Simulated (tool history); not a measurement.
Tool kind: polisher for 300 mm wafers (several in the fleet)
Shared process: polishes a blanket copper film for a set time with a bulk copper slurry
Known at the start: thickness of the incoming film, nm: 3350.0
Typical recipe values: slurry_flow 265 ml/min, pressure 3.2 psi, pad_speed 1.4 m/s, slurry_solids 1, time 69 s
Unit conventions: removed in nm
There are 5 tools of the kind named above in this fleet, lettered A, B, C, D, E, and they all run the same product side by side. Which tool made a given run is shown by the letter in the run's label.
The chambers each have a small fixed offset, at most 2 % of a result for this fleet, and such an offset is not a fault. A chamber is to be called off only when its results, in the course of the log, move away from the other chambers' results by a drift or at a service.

-- hour=3.2 chamber E: worn pad replaced by a new one
run 1B hour=5.9 | slurry_flow=265 pressure=3.2 pad_speed=1.4 slurry_solids=1 time=69 | removed=1138.5
run 2A hour=10.7 | slurry_flow=265 pressure=3.2 pad_speed=1.4 slurry_solids=1 time=69 | removed=1119.4
-- hour=12.1 chamber C: worn pad replaced by a new one
run 3E hour=14.2 | slurry_flow=265 pressure=3.2 pad_speed=1.4 slurry_solids=1 time=69 | removed=1140.7
-- hour=17.9 chamber A: worn pad replaced by a new one
run 4D hour=19.4 | slurry_flow=265 pressure=3.2 pad_speed=1.4 slurry_solids=1 time=69 | removed=1124.8
run 5C hour=24.8 | slurry_flow=265 pressure=3.2 pad_speed=1.4 slurry_solids=1 time=69 | removed=1132.9
run 6B hour=29.7 | slurry_flow=180 pressure=3.2 pad_speed=1.84 slurry_solids=1 time=69 | removed=1413.3
run 7C hour=32.9 | slurry_flow=180 pressure=3.2 pad_speed=1.84 slurry_solids=1 time=69 | removed=1401.8
-- hour=37 chamber E: slurry blender recalibrated
run 8A hour=37.1 | slurry_flow=180 pressure=3.2 pad_speed=1.84 slurry_solids=1 time=69 | removed=1420.5
-- hour=38.4 chamber A: head pressure recalibrated
-- hour=39 chamber C: slurry blender recalibrated
run 9D hour=40.3 | slurry_flow=180 pressure=3.2 pad_speed=1.84 slurry_solids=1 time=69 | removed=1429.1
-- hour=41.9 chamber B: slurry blender recalibrated
-- hour=43.2 chamber E: worn pad replaced by a new one
run 10E hour=45.9 | slurry_flow=180 pressure=3.2 pad_speed=1.84 slurry_solids=1 time=69 | removed=1423.7
run 11D hour=52 | slurry_flow=265 pressure=3.2 pad_speed=1.4 slurry_solids=1 time=69 | removed=1125.6
run 12C hour=55.3 | slurry_flow=265 pressure=3.2 pad_speed=1.4 slurry_solids=1 time=69 | removed=1109.7
run 13A hour=59.8 | slurry_flow=265 pressure=3.2 pad_speed=1.4 slurry_solids=1 time=69 | removed=1119.2
run 14B hour=63.3 | slurry_flow=265 pressure=3.2 pad_speed=1.4 slurry_solids=1 time=69 | removed=1125.9
run 15E hour=66.3 | slurry_flow=265 pressure=3.2 pad_speed=1.4 slurry_solids=1 time=69 | removed=1131
run 16A hour=71.3 | slurry_flow=265 pressure=3.2 pad_speed=1.4 slurry_solids=1 time=69 | removed=1108.7
-- hour=75 chamber A: worn pad replaced by a new one
run 17C hour=76.4 | slurry_flow=265 pressure=3.2 pad_speed=1.4 slurry_solids=1 time=69 | removed=1106.1
run 18E hour=82.4 | slurry_flow=265 pressure=3.2 pad_speed=1.4 slurry_solids=1 time=69 | removed=1129.4
-- hour=85.2 chamber D: worn pad replaced by a new one
-- hour=86.6 chamber A: slurry blender recalibrated
-- hour=86.6 chamber E: worn pad replaced by a new one
run 19D hour=87 | slurry_flow=265 pressure=3.2 pad_speed=1.4 slurry_solids=0.8 time=69 | removed=1077.7
run 20B hour=90.7 | slurry_flow=265 pressure=3.2 pad_speed=1.4 slurry_solids=0.8 time=69 | removed=1065
-- hour=91.7 chamber D: head pressure recalibrated
run 21A hour=96.6 | slurry_flow=265 pressure=3.2 pad_speed=1.4 slurry_solids=0.8 time=69 | removed=1080.6
-- hour=101.4 chamber C: worn pad replaced by a new one
run 22D hour=102.3 | slurry_flow=265 pressure=3.2 pad_speed=1.4 slurry_solids=0.8 time=69 | removed=1099.9
run 23C hour=105.1 | slurry_flow=265 pressure=3.2 pad_speed=1.4 slurry_solids=0.8 time=69 | removed=1083
run 24B hour=109.4 | slurry_flow=265 pressure=3.2 pad_speed=1.4 slurry_solids=1 time=69 | removed=1106.7
run 25E hour=113.1 | slurry_flow=265 pressure=3.2 pad_speed=1.4 slurry_solids=1 time=69 | removed=1126.5
-- hour=116.3 chamber D: slurry blender recalibrated
run 26C hour=116.7 | slurry_flow=265 pressure=3.2 pad_speed=1.4 slurry_solids=1 time=69 | removed=1119.8
-- hour=122 chamber E: worn pad replaced by a new one
run 27E hour=122.4 | slurry_flow=265 pressure=3.2 pad_speed=1.4 slurry_solids=1 time=69 | removed=1113.9
run 28A hour=125.8 | slurry_flow=265 pressure=3.2 pad_speed=1.4 slurry_solids=1 time=69 | removed=1103.9
run 29D hour=132 | slurry_flow=265 pressure=3.2 pad_speed=1.4 slurry_solids=1 time=69 | removed=1141.1
-- hour=133.9 chamber A: worn pad replaced by a new one
-- hour=135.6 chamber E: slurry nozzle cleaned
run 30B hour=137 | slurry_flow=265 pressure=3.2 pad_speed=1.4 slurry_solids=1 time=69 | removed=1104.6
run 31E hour=143 | slurry_flow=265 pressure=3.2 pad_speed=1.4 slurry_solids=1 time=69 | removed=1134.6
run 32C hour=146.2 | slurry_flow=265 pressure=3.2 pad_speed=1.4 slurry_solids=1 time=69 | removed=1110.6
run 33B hour=150.4 | slurry_flow=265 pressure=3.2 pad_speed=1.4 slurry_solids=1 time=69 | removed=1096.4
run 34D hour=154.8 | slurry_flow=265 pressure=3.2 pad_speed=1.4 slurry_solids=1 time=69 | removed=1124.6
-- hour=155 chamber E: worn pad replaced by a new one
run 35A hour=160.1 | slurry_flow=265 pressure=3.2 pad_speed=1.4 slurry_solids=1 time=69 | removed=1109.5
run 36D hour=166.2 | slurry_flow=265 pressure=3.2 pad_speed=1.4 slurry_solids=1 time=69 | removed=1146.3
run 37A hour=169.4 | slurry_flow=265 pressure=3.2 pad_speed=1.4 slurry_solids=1 time=86 | removed=1376.3
run 38B hour=173.6 | slurry_flow=265 pressure=3.2 pad_speed=1.4 slurry_solids=1 time=86 | removed=1358.1
-- hour=174 chamber B: slurry nozzle cleaned
run 39C hour=177 | slurry_flow=265 pressure=3.2 pad_speed=1.4 slurry_solids=1 time=86 | removed=1394.7
run 40E hour=181.6 | slurry_flow=265 pressure=3.2 pad_speed=1.4 slurry_solids=1 time=86 | removed=1437.8
run 41B hour=186 | slurry_flow=265 pressure=3.2 pad_speed=1.4 slurry_solids=1 time=86 | removed=1351.8
-- hour=187.6 chamber A: slurry blender recalibrated
run 42E hour=188.8 | slurry_flow=205 pressure=3.2 pad_speed=1.4 slurry_solids=1 time=69 | removed=1108.1
run 43A hour=193.4 | slurry_flow=205 pressure=3.2 pad_speed=1.4 slurry_solids=1 time=69 | removed=1088.3

What goes on in this fleet: one chamber off, a drifting gauge, or nothing beyond the chambers' own small offsets? Name the chamber and the cause, if any.

It is chamber B that slowly wanders off from its peers.
Likeliest cause: removal rate lost through wear of the pad, % = 4.82.
With only this log, it may be confused with: head's pressure below its setpoint, %.

Chamber B could run next with any of the 4 candidate recipes listed below; each alters the usual settings, and their results appear as question marks. Which one brings its results back in line with what the other chambers deliver on the usual settings?
A result is in line if it is within this distance of the other chambers' mean on the usual settings: removed 31 nm
run 44B-1 hour=197.8 | slurry_flow=265 pressure=3.1 pad_speed=1.36 slurry_solids=1 time=67 | removed=?
run 44B-2 hour=197.8 | slurry_flow=265 pressure=3.1 pad_speed=1.4 slurry_solids=1 time=69 | removed=?
run 44B-3 hour=197.8 | slurry_flow=265 pressure=3.3 pad_speed=1.4 slurry_solids=1 time=70 | removed=?
run 44B-4 hour=197.8 | slurry_flow=265 pressure=3.3 pad_speed=1.44 slurry_solids=1 time=71 | removed=?

Average result of the remaining chambers running the usual settings: removed 1125.5 nm
run=44B-1 removed=989.32
run=44B-2 removed=1048.9
run=44B-3 removed=1133.9
run=44B-4 removed=1183.1
44B-3 puts the chamber back in line with the other chambers.
